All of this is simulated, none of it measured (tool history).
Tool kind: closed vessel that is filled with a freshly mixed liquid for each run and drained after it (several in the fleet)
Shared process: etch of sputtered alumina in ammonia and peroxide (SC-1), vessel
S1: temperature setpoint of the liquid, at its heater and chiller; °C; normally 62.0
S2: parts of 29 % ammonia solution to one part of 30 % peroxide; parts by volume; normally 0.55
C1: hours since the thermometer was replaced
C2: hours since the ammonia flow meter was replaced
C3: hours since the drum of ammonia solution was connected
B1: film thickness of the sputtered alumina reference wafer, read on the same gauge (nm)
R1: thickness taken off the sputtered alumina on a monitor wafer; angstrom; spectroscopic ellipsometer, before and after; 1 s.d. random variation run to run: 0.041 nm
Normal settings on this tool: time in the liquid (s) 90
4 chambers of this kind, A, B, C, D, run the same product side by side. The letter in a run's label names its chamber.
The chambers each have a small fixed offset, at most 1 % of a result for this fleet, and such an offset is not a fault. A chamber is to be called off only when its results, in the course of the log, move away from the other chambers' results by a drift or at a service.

run 1D hour=11.1 | S1=62.0 S2=0.55 time_in_the_liquid_(s)=90 | C1=653.7 C2=767.6 C3=246.5 | B1=49.990 | R1=60.872
run 2C hour=17.2 | S1=62.0 S2=0.55 time_in_the_liquid_(s)=90 | C1=565.9 C2=60.1 C3=875.0 | B1=49.976 | R1=60.400
run 3B hour=25.5 | S1=62.0 S2=0.55 time_in_the_liquid_(s)=90 | C1=511.7 C2=1485.7 C3=529.5 | B1=50.003 | R1=61.545
-- hour=26.9 chamber D: ammonia flow meter replaced
run 4A hour=34.4 | S1=62.0 S2=0.55 time_in_the_liquid_(s)=90 | C1=36.7 C2=251.4 C3=563.2 | B1=49.992 | R1=60.934
run 5A hour=43.5 | S1=62.0 S2=0.55 time_in_the_liquid_(s)=90 | C1=45.8 C2=260.5 C3=572.3 | B1=50.042 | R1=61.203
run 6C hour=52.6 | S1=62.0 S2=0.55 time_in_the_liquid_(s)=90 | C1=601.3 C2=95.5 C3=910.4 | B1=50.018 | R1=61.152
run 7D hour=62.9 | S1=62.0 S2=0.55 time_in_the_liquid_(s)=90 | C1=705.5 C2=36.0 C3=298.3 | B1=50.047 | R1=60.934
run 8B hour=76.6 | S1=62.0 S2=0.55 time_in_the_liquid_(s)=90 | C1=562.8 C2=1536.8 C3=580.6 | B1=50.005 | R1=61.098
run 9D hour=84.7 | S1=53.5 S2=0.65 time_in_the_liquid_(s)=90 | C1=727.3 C2=57.8 C3=320.1 | B1=50.023 | R1=39.419
run 10C hour=94.9 | S1=53.5 S2=0.65 time_in_the_liquid_(s)=90 | C1=643.6 C2=137.8 C3=952.7 | B1=49.981 | R1=40.432
-- hour=102.8 chamber C: new drum of ammonia solution connected
run 11A hour=104.8 | S1=53.5 S2=0.65 time_in_the_liquid_(s)=90 | C1=107.1 C2=321.8 C3=633.6 | B1=49.997 | R1=40.063
-- hour=112.1 chamber B: new drum of ammonia solution connected
run 12B hour=117.2 | S1=53.5 S2=0.65 time_in_the_liquid_(s)=90 | C1=603.4 C2=1577.4 C3=5.1 | B1=50.023 | R1=40.037
run 13A hour=128.8 | S1=62.0 S2=0.85 time_in_the_liquid_(s)=125 | C1=131.1 C2=345.8 C3=657.6 | B1=50.047 | R1=88.682
run 14D hour=135.9 | S1=62.0 S2=0.85 time_in_the_liquid_(s)=125 | C1=778.5 C2=109.0 C3=371.3 | B1=50.009 | R1=89.057
run 15B hour=147.0 | S1=62.0 S2=0.85 time_in_the_liquid_(s)=125 | C1=633.2 C2=1607.2 C3=34.9 | B1=49.979 | R1=88.608
run 16C hour=156.5 | S1=62.0 S2=0.85 time_in_the_liquid_(s)=125 | C1=705.2 C2=199.4 C3=53.8 | B1=50.008 | R1=89.820
run 17B hour=166.5 | S1=53.5 S2=0.55 time_in_the_liquid_(s)=55 | C1=652.7 C2=1626.7 C3=54.4 | B1=49.974 | R1=23.950
run 18D hour=179.7 | S1=53.5 S2=0.55 time_in_the_liquid_(s)=55 | C1=822.3 C2=152.8 C3=415.1 | B1=50.020 | R1=23.779
run 19C hour=186.4 | S1=53.5 S2=0.55 time_in_the_liquid_(s)=55 | C1=735.1 C2=229.3 C3=83.7 | B1=49.975 | R1=24.221
run 20A hour=196.5 | S1=53.5 S2=0.55 time_in_the_liquid_(s)=55 | C1=198.8 C2=413.5 C3=725.3 | B1=49.992 | R1=24.452
run 21D hour=203.4 | S1=62.0 S2=0.40 time_in_the_liquid_(s)=90 | C1=846.0 C2=176.5 C3=438.8 | B1=50.019 | R1=59.765
run 22B hour=211.6 | S1=62.0 S2=0.40 time_in_the_liquid_(s)=90 | C1=697.8 C2=1671.8 C3=99.5 | B1=50.001 | R1=59.618
run 23A hour=223.1 | S1=62.0 S2=0.40 time_in_the_liquid_(s)=90 | C1=225.4 C2=440.1 C3=751.9 | B1=50.011 | R1=58.854
run 24C hour=234.1 | S1=62.0 S2=0.40 time_in_the_liquid_(s)=90 | C1=782.8 C2=277.0 C3=131.4 | B1=50.015 | R1=60.991
run 25C hour=244.5 | S1=62.0 S2=0.55 time_in_the_liquid_(s)=90 | C1=793.2 C2=287.4 C3=141.8 | B1=50.018 | R1=62.838
run 26A hour=252.1 | S1=62.0 S2=0.55 time_in_the_liquid_(s)=90 | C1=254.4 C2=469.1 C3=780.9 | B1=49.952 | R1=61.354
run 27B hour=261.5 | S1=62.0 S2=0.55 time_in_the_liquid_(s)=90 | C1=747.7 C2=1721.7 C3=149.4 | B1=50.017 | R1=60.802
run 28D hour=268.5 | S1=62.0 S2=0.55 time_in_the_liquid_(s)=90 | C1=911.1 C2=241.6 C3=503.9 | B1=49.981 | R1=60.251
run 29B hour=282.1 | S1=62.0 S2=0.55 time_in_the_liquid_(s)=60 | C1=768.3 C2=1742.3 C3=170.0 | B1=49.987 | R1=40.341
run 30C hour=295.3 | S1=62.0 S2=0.55 time_in_the_liquid_(s)=60 | C1=844.0 C2=338.2 C3=192.6 | B1=49.996 | R1=41.650
run 31A hour=305.8 | S1=62.0 S2=0.55 time_in_the_liquid_(s)=60 | C1=308.1 C2=522.8 C3=834.6 | B1=50.015 | R1=40.602
run 32D hour=312.0 | S1=62.0 S2=0.55 time_in_the_liquid_(s)=60 | C1=954.6 C2=285.1 C3=547.4 | B1=49.996 | R1=41.150
run 33B hour=325.0 | S1=54.0 S2=0.55 time_in_the_liquid_(s)=140 | C1=811.2 C2=1785.2 C3=212.9 | B1=50.023 | R1=63.520
run 34A hour=331.8 | S1=54.0 S2=0.55 time_in_the_liquid_(s)=140 | C1=334.1 C2=548.8 C3=860.6 | B1=50.009 | R1=63.437
run 35D hour=344.5 | S1=54.0 S2=0.55 time_in_the_liquid_(s)=140 | C1=987.1 C2=317.6 C3=579.9 | B1=50.031 | R1=61.938

All chambers now run identical settings, listed one chamber a line with results as question marks. What results will each chamber show?
run 36A hour=354.5 | S1=62.0 S2=0.55 time_in_the_liquid_(s)=140 | R1=?
run 36B hour=354.5 | S1=62.0 S2=0.55 time_in_the_liquid_(s)=140 | R1=?
run 36C hour=354.5 | S1=62.0 S2=0.55 time_in_the_liquid_(s)=140 | R1=?
run 36D hour=354.5 | S1=62.0 S2=0.55 time_in_the_liquid_(s)=140 | R1=?

run=36A R1=94.869
run=36B R1=95.617
run=36C R1=98.961
run=36D R1=93.522

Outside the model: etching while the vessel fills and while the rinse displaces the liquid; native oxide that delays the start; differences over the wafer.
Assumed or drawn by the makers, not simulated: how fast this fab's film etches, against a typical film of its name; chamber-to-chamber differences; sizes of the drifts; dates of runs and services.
